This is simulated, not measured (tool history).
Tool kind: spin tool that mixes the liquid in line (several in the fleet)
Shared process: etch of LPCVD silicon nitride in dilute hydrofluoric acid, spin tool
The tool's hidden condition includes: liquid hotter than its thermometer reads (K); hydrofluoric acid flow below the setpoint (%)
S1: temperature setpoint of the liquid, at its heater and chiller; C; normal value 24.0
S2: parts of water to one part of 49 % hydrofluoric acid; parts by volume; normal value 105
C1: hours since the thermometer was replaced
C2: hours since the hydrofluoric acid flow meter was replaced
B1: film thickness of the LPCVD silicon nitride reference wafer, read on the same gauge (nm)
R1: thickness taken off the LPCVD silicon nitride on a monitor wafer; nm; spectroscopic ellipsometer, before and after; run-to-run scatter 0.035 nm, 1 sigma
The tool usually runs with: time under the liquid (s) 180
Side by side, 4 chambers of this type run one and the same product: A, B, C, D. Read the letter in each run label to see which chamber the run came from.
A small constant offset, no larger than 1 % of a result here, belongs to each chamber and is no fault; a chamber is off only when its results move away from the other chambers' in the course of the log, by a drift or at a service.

run 1B hour=10.6 | S1=24.0 S2=105 time_under_the_liquid_(s)=180 | C1=1221.0 C2=1025.4 | B1=90.004 | R1=0.85402
run 2D hour=21.2 | S1=24.0 S2=105 time_under_the_liquid_(s)=180 | C1=345.4 C2=573.9 | B1=89.999 | R1=0.87926
run 3C hour=37.2 | S1=24.0 S2=105 time_under_the_liquid_(s)=180 | C1=292.6 C2=503.1 | B1=90.006 | R1=0.89721
run 4A hour=47.6 | S1=24.0 S2=105 time_under_the_liquid_(s)=180 | C1=728.1 C2=837.5 | B1=90.003 | R1=0.83605
run 5B hour=60.5 | S1=24.0 S2=105 time_under_the_liquid_(s)=180 | C1=1270.9 C2=1075.3 | B1=89.979 | R1=0.82563
run 6A hour=74.4 | S1=24.0 S2=105 time_under_the_liquid_(s)=180 | C1=754.9 C2=864.3 | B1=89.998 | R1=0.86462
run 7C hour=88.4 | S1=24.0 S2=105 time_under_the_liquid_(s)=180 | C1=343.8 C2=554.3 | B1=90.011 | R1=0.85508
run 8D hour=97.5 | S1=24.0 S2=105 time_under_the_liquid_(s)=180 | C1=421.7 C2=650.2 | B1=90.006 | R1=0.92238
run 9B hour=109.4 | S1=24.0 S2=105 time_under_the_liquid_(s)=180 | C1=1319.8 C2=1124.2 | B1=90.013 | R1=0.84548
run 10C hour=123.7 | S1=24.0 S2=105 time_under_the_liquid_(s)=180 | C1=379.1 C2=589.6 | B1=90.016 | R1=0.90333
run 11D hour=138.3 | S1=24.0 S2=105 time_under_the_liquid_(s)=180 | C1=462.5 C2=691.0 | B1=90.005 | R1=0.83740
run 12A hour=153.7 | S1=24.0 S2=105 time_under_the_liquid_(s)=180 | C1=834.2 C2=943.6 | B1=90.000 | R1=0.89360
run 13D hour=167.0 | S1=24.0 S2=105 time_under_the_liquid_(s)=180 | C1=491.2 C2=719.7 | B1=90.004 | R1=0.82738
run 14C hour=178.2 | S1=24.0 S2=105 time_under_the_liquid_(s)=180 | C1=433.6 C2=644.1 | B1=90.009 | R1=0.86069
run 15B hour=193.6 | S1=24.0 S2=105 time_under_the_liquid_(s)=180 | C1=1404.0 C2=1208.4 | B1=90.001 | R1=0.85151
run 16A hour=201.3 | S1=24.0 S2=105 time_under_the_liquid_(s)=180 | C1=881.8 C2=991.2 | B1=90.013 | R1=0.83852
run 17A hour=215.6 | S1=24.0 S2=105 time_under_the_liquid_(s)=180 | C1=896.1 C2=1005.5 | B1=90.000 | R1=0.89327
run 18B hour=224.5 | S1=24.0 S2=105 time_under_the_liquid_(s)=180 | C1=1434.9 C2=1239.3 | B1=89.989 | R1=0.83330
run 19D hour=236.9 | S1=21.5 S2=140 time_under_the_liquid_(s)=180 | C1=561.1 C2=789.6 | B1=89.996 | R1=0.57103
run 20C hour=245.8 | S1=21.5 S2=140 time_under_the_liquid_(s)=180 | C1=501.2 C2=711.7 | B1=90.014 | R1=0.55775
-- hour=258.4 chamber D: hydrofluoric acid flow meter replaced
run 21D hour=260.8 | S1=21.5 S2=140 time_under_the_liquid_(s)=180 | C1=585.0 C2=2.5 | B1=89.984 | R1=0.53973
run 22A hour=273.9 | S1=21.5 S2=140 time_under_the_liquid_(s)=180 | C1=954.4 C2=1063.8 | B1=89.998 | R1=0.56440
run 23C hour=289.9 | S1=24.0 S2=105 time_under_the_liquid_(s)=180 | C1=545.3 C2=755.8 | B1=90.010 | R1=0.90148
-- hour=300.2 chamber B: thermometer replaced
run 24B hour=305.2 | S1=24.0 S2=105 time_under_the_liquid_(s)=180 | C1=5.1 C2=1320.0 | B1=89.996 | R1=0.83629
run 25C hour=316.7 | S1=24.0 S2=105 time_under_the_liquid_(s)=180 | C1=572.1 C2=782.6 | B1=89.998 | R1=0.82983
run 26D hour=326.1 | S1=24.0 S2=105 time_under_the_liquid_(s)=215 | C1=650.3 C2=67.8 | B1=89.977 | R1=1.02160
run 27A hour=334.5 | S1=24.0 S2=105 time_under_the_liquid_(s)=215 | C1=1015.0 C2=1124.4 | B1=90.006 | R1=1.04130
run 28B hour=350.3 | S1=24.0 S2=105 time_under_the_liquid_(s)=215 | C1=50.2 C2=1365.1 | B1=90.015 | R1=1.03590
run 29B hour=359.8 | S1=24.0 S2=105 time_under_the_liquid_(s)=215 | C1=59.7 C2=1374.6 | B1=90.007 | R1=1.00020
run 30C hour=369.2 | S1=24.0 S2=105 time_under_the_liquid_(s)=180 | C1=624.6 C2=835.1 | B1=89.982 | R1=0.87536
run 31D hour=384.1 | S1=24.0 S2=140 time_under_the_liquid_(s)=80 | C1=708.3 C2=125.8 | B1=90.029 | R1=0.30215

One chamber off, gauge drift, or nothing amiss beyond the chambers' own small offsets? If it is a chamber, which one, and what is the likeliest cause?

All chambers stay in line apart from their small fixed offsets, and the gauge does not drift.
